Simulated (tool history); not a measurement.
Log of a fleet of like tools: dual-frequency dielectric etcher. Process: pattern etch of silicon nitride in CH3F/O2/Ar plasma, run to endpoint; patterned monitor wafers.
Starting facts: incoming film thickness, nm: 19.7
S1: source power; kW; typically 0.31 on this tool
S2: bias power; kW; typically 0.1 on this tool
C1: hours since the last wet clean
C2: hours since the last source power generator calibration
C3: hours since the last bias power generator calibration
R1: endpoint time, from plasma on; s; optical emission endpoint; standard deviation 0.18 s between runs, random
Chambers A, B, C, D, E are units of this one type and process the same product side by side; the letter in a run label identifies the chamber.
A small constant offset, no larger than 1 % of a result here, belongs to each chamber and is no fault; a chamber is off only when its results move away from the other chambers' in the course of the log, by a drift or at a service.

run   hour    S1     S2     C1      C2      C3      R1
 1B    5.8  0.31    0.1  185.4  1759.5  1995.3  27.559
 2E     10  0.31    0.1   64.7  2849.9  1399.7   27.85
 3A   13.5  0.31    0.1  219.2   221.2  1146.1  27.703
 4D   18.7  0.31    0.1  375.3  3856.9   136.7  27.966
 5C   22.1  0.38   0.12  308.8     836  1617.9  24.063
 6E   26.3  0.38   0.12     81  2866.2    1416  24.239
 7B   29.4  0.38   0.12    209  1783.1  2018.9    24.3
 8A   34.4  0.38   0.12  240.1   242.1    1167  24.054
 9D   38.5  0.38   0.12  395.1  3876.7   156.5  24.064
10C   43.8  0.31    0.1  330.5   857.7  1639.6  27.294
11E   46.6  0.31    0.1  101.3  2886.5  1436.3  27.713
12D   49.2  0.31    0.1  405.8  3887.4   167.2  27.669
13A     53  0.31    0.1  258.7   260.7  1185.6  27.581
14C   55.6  0.31    0.1  342.3   869.5  1651.4  28.219
15B   61.3  0.31    0.1  240.9    1815  2050.8  28.018
16A   66.6  0.31    0.1  272.3   274.3  1199.2  28.032
17B   71.6  0.31    0.1  251.2  1825.3  2061.1  27.756
18C   74.7  0.31    0.1  361.4   888.6  1670.5  27.649
19D   78.8  0.31    0.1  435.4    3917   196.8  28.059
20E   84.2  0.31    0.1  138.9  2924.1  1473.9  28.004
21E   89.1  0.31    0.1  143.8    2929  1478.8  27.929
      91.3  -- chamber D: wet clean of the chamber
22B   92.9  0.31    0.1  272.5  1846.6  2082.4  28.077
23A   97.6  0.31    0.1  303.3   305.3  1230.2  27.964
24D  102.9  0.31    0.1   11.7  3941.1   220.9   29.24
25C  107.7  0.38  0.117  394.4   921.6  1703.5   24.38
26B  111.2  0.38  0.117  290.8  1864.9  2100.7  24.347
27A  117.2  0.38  0.117  322.9   324.9  1249.8  24.367
28D  122.5  0.38  0.117   31.3  3960.7   240.5  25.553
29C  128.5  0.38  0.117  415.2   942.4  1724.3  24.569
30E  132.1  0.31    0.1  186.8    2972  1521.8   27.64
31A  137.8  0.31    0.1  343.5   345.5  1270.4  27.839
32D  142.1  0.31    0.1   50.9  3980.3   260.1  29.257
33C    148  0.36  0.081  434.7   961.9  1743.8  28.515
34E  152.8  0.36  0.081  207.5  2992.7  1542.5  28.298
35B    156  0.36  0.081  335.6  1909.7  2145.5  28.601
36A  161.4  0.36  0.081  367.1   369.1    1294  28.833
37D  166.4  0.36  0.081   75.2  4004.6   284.4  30.065

Which is it: a chamber that has drifted or been left off by a service, a gauge drift common to all chambers, or only each chamber's usual small offset? If a chamber is off, name it and its likeliest cause.

The work done on chamber D during a service left it standing apart from the others.
What lies behind it: etch rate under this chamber's usual, % = 4.47.

Chamber D could run next with any of the 4 candidate recipes listed below; each alters the usual settings, and their results appear as question marks. Which one brings its results back in line with what the other chambers deliver on the usual settings?
To be in line, a result may differ from the other chambers' mean on the usual settings by at most: R1 0.63 s
38D-1  170.8  0.33  0.107               ?
38D-2  170.8  0.37  0.117               ?
38D-3  170.8  0.31  0.073               ?
38D-4  170.8  0.31  0.085               ?

The other chambers' mean on the usual settings: R1 27.783 s
  run      R1
38D-1  28.005
38D-2   25.95
38D-3   32.93
38D-4    31.2
38D-1 brings the chamber back in line.
